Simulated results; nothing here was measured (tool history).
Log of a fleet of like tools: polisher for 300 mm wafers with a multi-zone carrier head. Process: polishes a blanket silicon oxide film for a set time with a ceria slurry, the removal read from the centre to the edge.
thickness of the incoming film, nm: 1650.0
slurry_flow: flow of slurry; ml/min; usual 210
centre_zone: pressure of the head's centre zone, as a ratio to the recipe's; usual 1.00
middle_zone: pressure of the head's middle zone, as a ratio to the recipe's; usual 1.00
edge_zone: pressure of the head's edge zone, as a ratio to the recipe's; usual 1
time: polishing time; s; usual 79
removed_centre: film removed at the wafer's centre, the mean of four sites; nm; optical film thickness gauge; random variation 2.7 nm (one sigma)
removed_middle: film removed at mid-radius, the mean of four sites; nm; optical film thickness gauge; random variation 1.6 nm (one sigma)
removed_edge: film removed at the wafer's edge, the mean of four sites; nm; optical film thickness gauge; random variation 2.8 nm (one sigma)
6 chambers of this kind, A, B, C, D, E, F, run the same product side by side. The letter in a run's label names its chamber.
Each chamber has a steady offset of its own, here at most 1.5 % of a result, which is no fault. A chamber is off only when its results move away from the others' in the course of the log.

run 1A hour=2.3 | slurry_flow=210 centre_zone=1.00 middle_zone=1.00 edge_zone=1 time=79 | removed_centre=272.50 removed_middle=276.23 removed_edge=275.36
-- hour=3.8 chamber C: edge zone pressure recalibrated
run 2D hour=6.0 | slurry_flow=210 centre_zone=1.00 middle_zone=1.00 edge_zone=1 time=79 | removed_centre=279.31 removed_middle=279.76 removed_edge=274.99
-- hour=10.0 chamber B: worn pad replaced by a new one
run 3B hour=10.6 | slurry_flow=210 centre_zone=1.00 middle_zone=1.00 edge_zone=1 time=79 | removed_centre=277.14 removed_middle=273.80 removed_edge=276.05
run 4C hour=12.9 | slurry_flow=210 centre_zone=1.00 middle_zone=1.00 edge_zone=1 time=79 | removed_centre=270.95 removed_middle=273.62 removed_edge=272.83
run 5F hour=15.8 | slurry_flow=210 centre_zone=1.00 middle_zone=1.00 edge_zone=1 time=79 | removed_centre=274.95 removed_middle=274.86 removed_edge=276.50
run 6E hour=18.8 | slurry_flow=210 centre_zone=1.00 middle_zone=1.00 edge_zone=1 time=79 | removed_centre=272.17 removed_middle=271.00 removed_edge=272.28
run 7F hour=21.9 | slurry_flow=210 centre_zone=1.00 middle_zone=1.00 edge_zone=1 time=79 | removed_centre=271.70 removed_middle=273.46 removed_edge=273.81
run 8A hour=25.3 | slurry_flow=210 centre_zone=1.00 middle_zone=1.00 edge_zone=1 time=79 | removed_centre=273.70 removed_middle=272.47 removed_edge=273.21
run 9D hour=28.1 | slurry_flow=210 centre_zone=1.00 middle_zone=1.00 edge_zone=1 time=79 | removed_centre=275.83 removed_middle=276.66 removed_edge=275.70
-- hour=29.6 chamber F: worn pad replaced by a new one
run 10C hour=30.7 | slurry_flow=210 centre_zone=1.00 middle_zone=1.00 edge_zone=1 time=79 | removed_centre=267.24 removed_middle=270.55 removed_edge=275.87
run 11B hour=34.3 | slurry_flow=210 centre_zone=1.00 middle_zone=1.00 edge_zone=1 time=79 | removed_centre=273.19 removed_middle=273.67 removed_edge=272.61
run 12E hour=37.9 | slurry_flow=210 centre_zone=1.00 middle_zone=1.00 edge_zone=1 time=79 | removed_centre=274.00 removed_middle=270.86 removed_edge=274.98
run 13A hour=40.4 | slurry_flow=210 centre_zone=1.00 middle_zone=1.00 edge_zone=1 time=79 | removed_centre=273.14 removed_middle=273.33 removed_edge=271.30
run 14F hour=43.2 | slurry_flow=210 centre_zone=1.00 middle_zone=1.00 edge_zone=1 time=79 | removed_centre=272.40 removed_middle=276.21 removed_edge=273.53
run 15C hour=45.9 | slurry_flow=210 centre_zone=1.00 middle_zone=1.05 edge_zone=1 time=102 | removed_centre=351.86 removed_middle=367.30 removed_edge=357.30
run 16D hour=49.1 | slurry_flow=210 centre_zone=1.00 middle_zone=1.05 edge_zone=1 time=102 | removed_centre=361.17 removed_middle=371.92 removed_edge=354.57
-- hour=50.8 chamber A: worn pad replaced by a new one
run 17E hour=51.1 | slurry_flow=210 centre_zone=1.00 middle_zone=1.05 edge_zone=1 time=102 | removed_centre=353.39 removed_middle=368.74 removed_edge=354.26
run 18B hour=54.8 | slurry_flow=210 centre_zone=1.00 middle_zone=1.05 edge_zone=1 time=102 | removed_centre=362.03 removed_middle=367.99 removed_edge=349.74
run 19D hour=57.1 | slurry_flow=210 centre_zone=1.00 middle_zone=1.05 edge_zone=1 time=102 | removed_centre=359.44 removed_middle=368.66 removed_edge=359.84
run 20E hour=61.3 | slurry_flow=210 centre_zone=1.00 middle_zone=1.05 edge_zone=1 time=102 | removed_centre=354.48 removed_middle=370.64 removed_edge=355.67
run 21A hour=63.7 | slurry_flow=210 centre_zone=0.91 middle_zone=1.10 edge_zone=1 time=79 | removed_centre=255.38 removed_middle=294.35 removed_edge=271.91
run 22C hour=66.0 | slurry_flow=210 centre_zone=0.91 middle_zone=1.10 edge_zone=1 time=79 | removed_centre=241.78 removed_middle=297.69 removed_edge=277.38
-- hour=69.8 chamber B: worn pad replaced by a new one
run 23F hour=69.8 | slurry_flow=210 centre_zone=0.91 middle_zone=1.10 edge_zone=1 time=79 | removed_centre=244.13 removed_middle=298.41 removed_edge=270.81
run 24B hour=72.6 | slurry_flow=210 centre_zone=0.91 middle_zone=1.10 edge_zone=1 time=79 | removed_centre=244.38 removed_middle=299.26 removed_edge=270.43
-- hour=75.1 chamber B: edge zone pressure recalibrated
run 25B hour=75.6 | slurry_flow=210 centre_zone=0.91 middle_zone=1.10 edge_zone=1 time=79 | removed_centre=246.91 removed_middle=299.62 removed_edge=274.34
run 26C hour=78.9 | slurry_flow=210 centre_zone=0.91 middle_zone=1.10 edge_zone=1 time=79 | removed_centre=249.02 removed_middle=293.70 removed_edge=274.25
run 27D hour=82.2 | slurry_flow=210 centre_zone=1.00 middle_zone=1.00 edge_zone=1 time=79 | removed_centre=273.97 removed_middle=275.44 removed_edge=275.81
run 28A hour=84.7 | slurry_flow=210 centre_zone=1.00 middle_zone=1.00 edge_zone=1 time=79 | removed_centre=288.99 removed_middle=271.51 removed_edge=277.51
run 29F hour=89.2 | slurry_flow=210 centre_zone=1.00 middle_zone=1.00 edge_zone=1 time=79 | removed_centre=277.31 removed_middle=274.87 removed_edge=275.90
run 30E hour=91.8 | slurry_flow=210 centre_zone=1.00 middle_zone=1.00 edge_zone=1 time=79 | removed_centre=273.71 removed_middle=274.36 removed_edge=274.72
run 31A hour=94.3 | slurry_flow=210 centre_zone=1.00 middle_zone=1.00 edge_zone=1 time=79 | removed_centre=294.71 removed_middle=272.11 removed_edge=273.47
-- hour=95.3 chamber B: slurry nozzle cleaned
run 32B hour=97.1 | slurry_flow=255 centre_zone=1.04 middle_zone=1.00 edge_zone=1 time=79 | removed_centre=296.17 removed_middle=283.28 removed_edge=278.24
run 33E hour=100.9 | slurry_flow=255 centre_zone=1.04 middle_zone=1.00 edge_zone=1 time=79 | removed_centre=293.46 removed_middle=280.25 removed_edge=277.78
run 34C hour=103.7 | slurry_flow=255 centre_zone=1.04 middle_zone=1.00 edge_zone=1 time=79 | removed_centre=290.80 removed_middle=275.57 removed_edge=275.20
run 35F hour=107.2 | slurry_flow=255 centre_zone=1.04 middle_zone=1.00 edge_zone=1 time=79 | removed_centre=288.75 removed_middle=283.68 removed_edge=281.49
run 36D hour=111.2 | slurry_flow=255 centre_zone=1.04 middle_zone=1.00 edge_zone=1 time=79 | removed_centre=298.28 removed_middle=285.11 removed_edge=280.67
run 37F hour=115.2 | slurry_flow=255 centre_zone=1.04 middle_zone=1.00 edge_zone=1 time=79 | removed_centre=295.98 removed_middle=281.67 removed_edge=279.79

Next, every chamber runs the same settings. What will each give?
run 38A hour=118.6 | slurry_flow=210 centre_zone=1.00 middle_zone=0.89 edge_zone=1 time=79 | removed_centre=? removed_middle=? removed_edge=?
run 38B hour=118.6 | slurry_flow=210 centre_zone=1.00 middle_zone=0.89 edge_zone=1 time=79 | removed_centre=? removed_middle=? removed_edge=?
run 38C hour=118.6 | slurry_flow=210 centre_zone=1.00 middle_zone=0.89 edge_zone=1 time=79 | removed_centre=? removed_middle=? removed_edge=?
run 38D hour=118.6 | slurry_flow=210 centre_zone=1.00 middle_zone=0.89 edge_zone=1 time=79 | removed_centre=? removed_middle=? removed_edge=?
run 38E hour=118.6 | slurry_flow=210 centre_zone=1.00 middle_zone=0.89 edge_zone=1 time=79 | removed_centre=? removed_middle=? removed_edge=?
run 38F hour=118.6 | slurry_flow=210 centre_zone=1.00 middle_zone=0.89 edge_zone=1 time=79 | removed_centre=? removed_middle=? removed_edge=?

run=38A removed_centre=297.53 removed_middle=242.93 removed_edge=269.58
run=38B removed_centre=275.34 removed_middle=245.88 removed_edge=274.16
run=38C removed_centre=273.93 removed_middle=243.73 removed_edge=272.49
run=38D removed_centre=273.87 removed_middle=246.95 removed_edge=277.03
run=38E removed_centre=275.27 removed_middle=245.77 removed_edge=279.38
run=38F removed_centre=271.83 removed_middle=244.79 removed_edge=277.85

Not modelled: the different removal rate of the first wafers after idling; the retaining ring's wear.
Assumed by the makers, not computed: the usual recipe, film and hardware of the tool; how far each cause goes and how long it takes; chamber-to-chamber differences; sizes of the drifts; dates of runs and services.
